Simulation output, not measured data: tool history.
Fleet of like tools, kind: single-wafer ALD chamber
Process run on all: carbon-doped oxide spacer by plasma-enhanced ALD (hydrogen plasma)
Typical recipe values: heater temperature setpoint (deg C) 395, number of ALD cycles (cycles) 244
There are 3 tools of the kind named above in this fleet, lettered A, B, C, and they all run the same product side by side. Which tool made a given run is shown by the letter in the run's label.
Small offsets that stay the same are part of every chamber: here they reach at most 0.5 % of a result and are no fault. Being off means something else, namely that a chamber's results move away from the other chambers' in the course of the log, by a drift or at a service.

run    day  heater temperature setpoint (deg C)  number of ALD cycles (cycles)  read-back reference wafer on the same gauge, thickness_nm  mean film thickness on the monitor wafer (nm)
 1C  0.154                                  395                            244                                                     14.412                                         12.229
 2A  0.246                                  395                            244                                                     14.401                                         12.112
 3B  0.379                                  395                            244                                                     14.397                                         12.169
 4B  0.558                                  395                            244                                                     14.402                                         12.177
 5C  0.725                                  395                            244                                                     14.404                                         12.221
 6A  0.892                                  395                            244                                                     14.406                                         12.152
 7B  1.004                                  395                            244                                                     14.397                                         12.143
 8C  1.175                                  395                            244                                                     14.400                                         12.236
 9A  1.362                                  395                            244                                                     14.395                                         12.206
10B  1.496                                  395                            244                                                     14.403                                         12.162
11C  1.679                                  395                            244                                                     14.400                                         12.211
12A  1.854                                  382                            272                                                     14.397                                         13.508
13C  1.983                                  382                            272                                                     14.395                                         13.607
14A  2.133                                  382                            272                                                     14.397                                         13.572
15B  2.279                                  395                            244                                                     14.412                                         12.194
16C  2.388                                  395                            244                                                     14.398                                         12.241
17B  2.479                                  395                            244                                                     14.403                                         12.173
18A  2.667                                  395                            244                                                     14.398                                         12.138
19A  2.858                                  406                            244                                                     14.402                                         11.871
20B  3.050                                  406                            244                                                     14.388                                         11.944
21C  3.250                                  406                            244                                                     14.404                                         11.989
22B  3.350                                  395                            244                                                     14.401                                         12.160
23A  3.533                                  395                            244                                                     14.402                                         12.157
24C  3.658                                  395                            244                                                     14.400                                         12.192
25A  3.833                                  400                            228                                                     14.400                                         11.272
26B  3.954                                  400                            228                                                     14.401                                         11.372
27C  4.071                                  400                            228                                                     14.393                                         11.400
28A  4.258                                  389                            290                                                     14.406                                         14.389
29B  4.354                                  389                            290                                                     14.397                                         14.423
30C  4.450                                  389                            290                                                     14.400                                         14.543
31C  4.617                                  395                            244                                                     14.401                                         12.198
32A  4.779                                  395                            244                                                     14.404                                         12.094
33B  4.867                                  406                            222                                                     14.410                                         10.860
34C  4.996                                  406                            222                                                     14.402                                         10.881

Has any chamber moved away from the others, gradually or after a service, or does the common gauge drift, or do the chambers differ only by their own small steady offsets? State the chamber and the most likely cause if one applies.

No chamber is off and the gauge is stable; the differences are just each chamber's small, constant offset.

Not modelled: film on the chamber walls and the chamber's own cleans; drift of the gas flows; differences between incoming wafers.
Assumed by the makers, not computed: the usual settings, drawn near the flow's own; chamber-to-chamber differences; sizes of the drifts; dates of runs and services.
